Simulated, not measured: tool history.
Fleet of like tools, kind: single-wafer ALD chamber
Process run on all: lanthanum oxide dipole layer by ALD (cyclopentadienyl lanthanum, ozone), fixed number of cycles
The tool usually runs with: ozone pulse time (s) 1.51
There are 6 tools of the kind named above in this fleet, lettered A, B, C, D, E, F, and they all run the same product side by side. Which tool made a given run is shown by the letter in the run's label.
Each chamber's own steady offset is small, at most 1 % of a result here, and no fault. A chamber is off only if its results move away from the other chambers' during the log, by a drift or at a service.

| run | day | ozone pulse time (s) | hours since the last thermocouple change | hours since the last ozone generator service | read-back reference wafer on the same gauge, thickness_nm | mean film thickness on the monitor wafer (nm) |
|---|---|---|---|---|---|---|
| 1B | 0.3 | 1.51 | 1342.7 | 523.6 | 0.52006 | 0.54898 |
| 2F | 0.529 | 1.51 | 550.7 | 1307.4 | 0.51957 | 0.55377 |
| 3A | 0.821 | 1.51 | 1252.6 | 1380.8 | 0.51976 | 0.54365 |
| 4D | 1.025 | 1.51 | 113.5 | 475 | 0.52004 | 0.55203 |
| 5E | 1.325 | 1.51 | 631.3 | 1085.7 | 0.52018 | 0.54905 |
| 6C | 1.525 | 1.51 | 47.9 | 519.3 | 0.51991 | 0.55072 |
| 7E | 1.729 | 1.51 | 641 | 1095.4 | 0.51954 | 0.54997 |
|  | 1.975 | chamber B: ozone generator serviced |
| 8B | 1.996 | 1.51 | 1383.4 | 0.5 | 0.51986 | 0.54847 |
| 9C | 2.238 | 1.51 | 65 | 536.4 | 0.52007 | 0.55139 |
| 10F | 2.492 | 1.51 | 597.8 | 1354.5 | 0.52022 | 0.54789 |
| 11D | 2.779 | 1.51 | 155.6 | 517.1 | 0.5203 | 0.55071 |
| 12A | 2.988 | 1.51 | 1304.6 | 1432.8 | 0.52022 | 0.5494 |
| 13A | 3.275 | 1.86 | 1311.5 | 1439.7 | 0.52014 | 0.56255 |
| 14B | 3.592 | 1.86 | 1421.7 | 38.8 | 0.51993 | 0.56553 |
| 15C | 3.758 | 1.86 | 101.5 | 572.9 | 0.52015 | 0.56509 |
| 16F | 4.071 | 1.86 | 635.7 | 1392.4 | 0.51989 | 0.56529 |
|  | 4.217 | chamber F: ozone generator serviced |
| 17E | 4.342 | 1.86 | 703.7 | 1158.1 | 0.51966 | 0.56365 |
| 18D | 4.65 | 1.86 | 200.5 | 562 | 0.52028 | 0.56314 |
| 19E | 4.921 | 1.22 | 717.6 | 1172 | 0.52005 | 0.52595 |
| 20A | 5.188 | 1.22 | 1357.4 | 1485.6 | 0.52023 | 0.52221 |
| 21F | 5.425 | 1.22 | 668.2 | 29.1 | 0.51949 | 0.5246 |
| 22D | 5.583 | 1.22 | 222.9 | 584.4 | 0.51991 | 0.52919 |
| 23C | 5.75 | 1.22 | 149.3 | 620.7 | 0.52022 | 0.52922 |
|  | 5.896 | chamber B: thermocouple changed; heater temperature recalibrated |
| 24B | 6 | 1.22 | 2.5 | 96.6 | 0.52049 | 0.52571 |
| 25B | 6.212 | 1.51 | 7.6 | 101.7 | 0.52004 | 0.54872 |
| 26E | 6.396 | 1.1 | 753 | 1207.4 | 0.52012 | 0.51121 |
| 27F | 6.608 | 1.1 | 696.6 | 57.5 | 0.51976 | 0.51319 |
| 28D | 6.775 | 1.1 | 251.5 | 613 | 0.52006 | 0.51642 |
| 29C | 7.004 | 1.1 | 179.4 | 650.8 | 0.52051 | 0.52008 |
| 30A | 7.142 | 1.1 | 1404.3 | 1532.5 | 0.51979 | 0.50997 |
| 31E | 7.3 | 1.1 | 774.7 | 1229.1 | 0.51969 | 0.51128 |
| 32D | 7.45 | 1.51 | 267.7 | 629.2 | 0.52034 | 0.5491 |
| 33C | 7.646 | 1.51 | 194.8 | 666.2 | 0.52026 | 0.55259 |
| 34A | 7.792 | 1.51 | 1419.9 | 1548.1 | 0.52084 | 0.54702 |
| 35F | 8.058 | 1.51 | 731.4 | 92.3 | 0.51995 | 0.54801 |
| 36B | 8.312 | 1.51 | 58 | 152.1 | 0.51963 | 0.55051 |
| 37F | 8.483 | 1.51 | 741.6 | 102.5 | 0.51954 | 0.54909 |
| 38E | 8.662 | 1.51 | 807.4 | 1261.8 | 0.52021 | 0.54466 |

All chambers now run identical settings, listed one chamber a line with results as question marks. What results will each chamber show?
| 39A | 8.892 | 1.28 |  |  |  | ? |
| 39B | 8.892 | 1.28 |  |  |  | ? |
| 39C | 8.892 | 1.28 |  |  |  | ? |
| 39D | 8.892 | 1.28 |  |  |  | ? |
| 39E | 8.892 | 1.28 |  |  |  | ? |
| 39F | 8.892 | 1.28 |  |  |  | ? |

| run | mean film thickness on the monitor wafer (nm) |
|---|---|
| 39A | 0.53064 |
| 39B | 0.53114 |
| 39C | 0.53612 |
| 39D | 0.5329 |
| 39E | 0.53068 |
| 39F | 0.53445 |
